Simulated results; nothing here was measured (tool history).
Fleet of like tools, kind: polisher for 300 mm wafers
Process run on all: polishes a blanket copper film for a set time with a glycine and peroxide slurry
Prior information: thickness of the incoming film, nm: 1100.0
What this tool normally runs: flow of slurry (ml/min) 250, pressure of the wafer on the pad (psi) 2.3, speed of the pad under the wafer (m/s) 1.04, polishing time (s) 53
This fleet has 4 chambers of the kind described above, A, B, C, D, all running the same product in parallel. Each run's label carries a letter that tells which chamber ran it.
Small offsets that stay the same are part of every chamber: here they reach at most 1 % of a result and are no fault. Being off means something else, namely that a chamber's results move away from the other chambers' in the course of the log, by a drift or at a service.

run,hour,flow of slurry (ml/min),pressure of the wafer on the pad (psi),speed of the pad under the wafer (m/s),polishing time (s),wafers polished on this pad,hours since the slurry nozzle was cleaned,hours since the head pressure was calibrated,film removed (angstrom)
# hour 1.9: chamber C: worn pad replaced by a new one
1B,4.2,250,2.3,1.04,53,291,623.6,891.6,2529.9
2C,9.1,250,2.3,1.04,53,91,54,52.3,2591
3D,11.5,250,2.3,1.04,53,498,129.2,280.2,2629.1
4A,15.2,250,2.3,1.04,53,504,256.2,1201,2672.4
5A,20,250,2.3,1.04,53,564,261,1205.8,2609.2
6B,24.1,250,2.3,1.04,53,542,643.5,911.5,2602.1
7C,28.1,250,2.3,1.04,53,331,73,71.3,2660.4
8D,30.7,250,2.3,1.04,53,740,148.4,299.4,2551.6
9D,34.1,250,2.3,1.04,53,783,151.8,302.8,2601.2
10A,37.3,250,2.3,1.04,53,783,278.3,1223.1,2634.7
# hour 38.3: chamber B: slurry nozzle cleaned
11C,42.2,250,2.3,1.04,53,509,87.1,85.4,2564.2
12B,47.3,250,2.3,1.04,53,835,9.1,934.7,2615.5
# hour 50.4: chamber A: head pressure recalibrated
# hour 51.1: chamber D: worn pad replaced by a new one
13B,52.5,250,2.3,1.04,53,901,14.3,939.9,2513.6
14D,57,250,2.3,1.04,63,74,174.7,325.7,3014.3
15A,60.4,250,2.3,1.04,63,1075,301.4,10,3403.9
# hour 62.2: chamber A: worn pad replaced by a new one
16C,64.3,250,2.3,1.04,63,788,109.2,107.5,3136.5
# hour 68.3: chamber C: worn pad replaced by a new one
17A,68.7,250,2.3,1.04,63,82,309.7,18.3,3400.9
18C,71.5,250,2.7,1.04,53,40,116.4,114.7,2958.3
19B,73.9,250,2.7,1.04,53,1171,35.7,961.3,2872.1
20D,76.7,250,2.7,1.04,53,323,194.4,345.4,2924.7
21B,79.8,250,2.7,1.04,53,1246,41.6,967.2,2935.8
# hour 81.2: chamber B: worn pad replaced by a new one
22A,83.4,250,2.3,1.04,53,268,324.4,33,2830.8
23D,86.7,250,2.3,1.04,53,450,204.4,355.4,2545.6
24C,89.5,250,2.3,1.04,53,268,134.4,132.7,2617.7
25C,92,250,2.3,1.04,53,299,136.9,135.2,2651.4
# hour 93: chamber B: head pressure recalibrated
26D,95,250,2.3,1.04,53,555,212.7,363.7,2587.2
27B,97.3,250,2.3,1.04,35,204,59.1,4.4,1673.7
28A,100.7,250,2.3,1.04,35,487,341.7,50.3,1879.4
29A,103.5,250,2.3,1.04,35,522,344.5,53.1,1888.4
30D,106.8,250,2.3,1.04,35,704,224.5,375.5,1724.2
31B,110.9,250,2.3,1.04,53,376,72.7,18,2601.7
32C,114.3,250,2.3,1.04,53,581,159.2,157.5,2608.1
33A,119.5,250,2.3,1.04,64,724,360.5,69.1,3434.7

Next, all 4 chambers run the settings below, one line each with question marks for the results. What does each chamber give?
34A,123.3,250,2.3,1.04,53,,,,?
34B,123.3,250,2.3,1.04,53,,,,?
34C,123.3,250,2.3,1.04,53,,,,?
34D,123.3,250,2.3,1.04,53,,,,?

run,film removed (angstrom)
34A,2835
34B,2589.8
34C,2558.4
34D,2553.5

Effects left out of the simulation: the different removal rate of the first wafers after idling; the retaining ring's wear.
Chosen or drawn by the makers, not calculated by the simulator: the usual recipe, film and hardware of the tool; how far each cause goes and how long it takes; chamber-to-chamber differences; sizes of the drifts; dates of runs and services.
